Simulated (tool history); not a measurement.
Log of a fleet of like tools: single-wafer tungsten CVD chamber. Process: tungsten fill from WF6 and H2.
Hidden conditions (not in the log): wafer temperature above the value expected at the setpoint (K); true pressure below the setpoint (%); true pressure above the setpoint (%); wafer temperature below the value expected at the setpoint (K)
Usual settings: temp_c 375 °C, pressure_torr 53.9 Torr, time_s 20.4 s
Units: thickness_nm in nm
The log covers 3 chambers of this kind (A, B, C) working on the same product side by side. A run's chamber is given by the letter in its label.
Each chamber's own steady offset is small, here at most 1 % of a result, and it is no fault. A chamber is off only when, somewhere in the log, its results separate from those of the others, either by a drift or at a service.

run	hour	temp_c	pressure_torr	time_s	hours since the last thermocouple change	hours since the last manometer calibration	read-back reference wafer on the same gauge, thickness_nm	thickness_nm
1A	10.5	375	53.9	20.4	1049.5	465.1	53.495	46.842
2C	21.6	375	53.9	20.4	389.8	151.5	53.468	47.058
3B	30.9	375	53.9	20.4	915.5	1335.3	53.544	47.622
4B	37.6	375	53.9	20.4	922.2	1342.0	53.469	47.696
5C	44.2	375	53.9	20.4	412.4	174.1	53.494	47.310
6A	51.5	375	43.4	20.4	1090.5	506.1	53.509	42.741
7B	64.7	375	43.4	20.4	949.3	1369.1	53.446	43.061
8A	75.1	375	43.4	20.4	1114.1	529.7	53.477	42.744
9C	89.0	375	53.9	20.4	457.2	218.9	53.512	47.168
10C	103.3	375	53.9	20.4	471.5	233.2	53.501	47.300
11B	113.2	380	53.9	18.1	997.8	1417.6	53.503	46.539
12A	126.2	380	53.9	18.1	1165.2	580.8	53.539	46.541
13C	139.3	380	53.9	18.1	507.5	269.2	53.567	46.254
14A	149.5	375	45.0	20.4	1188.5	604.1	53.471	43.545
15B	164.0	375	45.0	20.4	1048.6	1468.4	53.445	43.680
16C	173.7	375	45.0	20.4	541.9	303.6	53.473	43.583
17B	187.3	375	53.9	20.4	1071.9	1491.7	53.528	47.643
18A	200.7	365	53.9	16.6	1239.7	655.3	53.529	30.856
19B	207.3	365	53.9	16.6	1091.9	1511.7	53.488	31.373
20C	213.6	365	53.9	16.6	581.8	343.5	53.540	31.117
21A	220.4	375	53.9	20.4	1259.4	675.0	53.486	47.389
22A	234.7	375	53.9	20.4	1273.7	689.3	53.559	47.208
23C	248.8	375	53.9	20.4	617.0	378.7	53.487	47.318
24B	261.9	375	53.9	20.4	1146.5	1566.3	53.512	47.371
25C	274.0	375	53.9	20.4	642.2	403.9	53.476	47.078
26B	284.9	375	53.9	20.4	1169.5	1589.3	53.459	47.097
27A	297.2	375	53.9	20.4	1336.2	751.8	53.484	47.084
28C	307.7	375	53.9	20.4	675.9	437.6	53.499	47.371
29B	322.3	375	53.9	20.4	1206.9	1626.7	53.519	47.551
30A	329.4	375	53.9	20.4	1368.4	784.0	53.500	47.196
31C	343.4	375	53.9	18.8	711.6	473.3	53.489	43.463
32A	358.0	375	53.9	18.8	1397.0	812.6	53.536	43.520
33B	368.7	375	53.9	18.8	1253.3	1673.1	53.512	43.929
34A	377.3	375	53.9	20.4	1416.3	831.9	53.489	47.673
35B	383.8	375	53.9	20.4	1268.4	1688.2	53.492	47.764
36C	392.2	375	53.9	23.7	760.4	522.1	53.454	55.038
37A	399.4	375	53.9	23.7	1438.4	854.0	53.490	54.531
38C	406.4	375	53.9	23.7	774.6	536.3	53.482	54.899
# hour 414.8: chamber B: thermocouple changed; heater temperature recalibrated
39B	420.4	375	53.9	18.2	5.7	1724.8	53.487	42.003
40C	431.9	375	53.9	18.2	800.1	561.8	53.458	42.175
41A	444.8	375	53.9	18.2	1483.8	899.4	53.457	41.960

Which is it: a chamber that has drifted or been left off by a service, a gauge drift common to all chambers, or only each chamber's usual small offset? If a chamber is off, name it and its likeliest cause.

No chamber stands off beyond its own small offset, and the gauge holds steady.
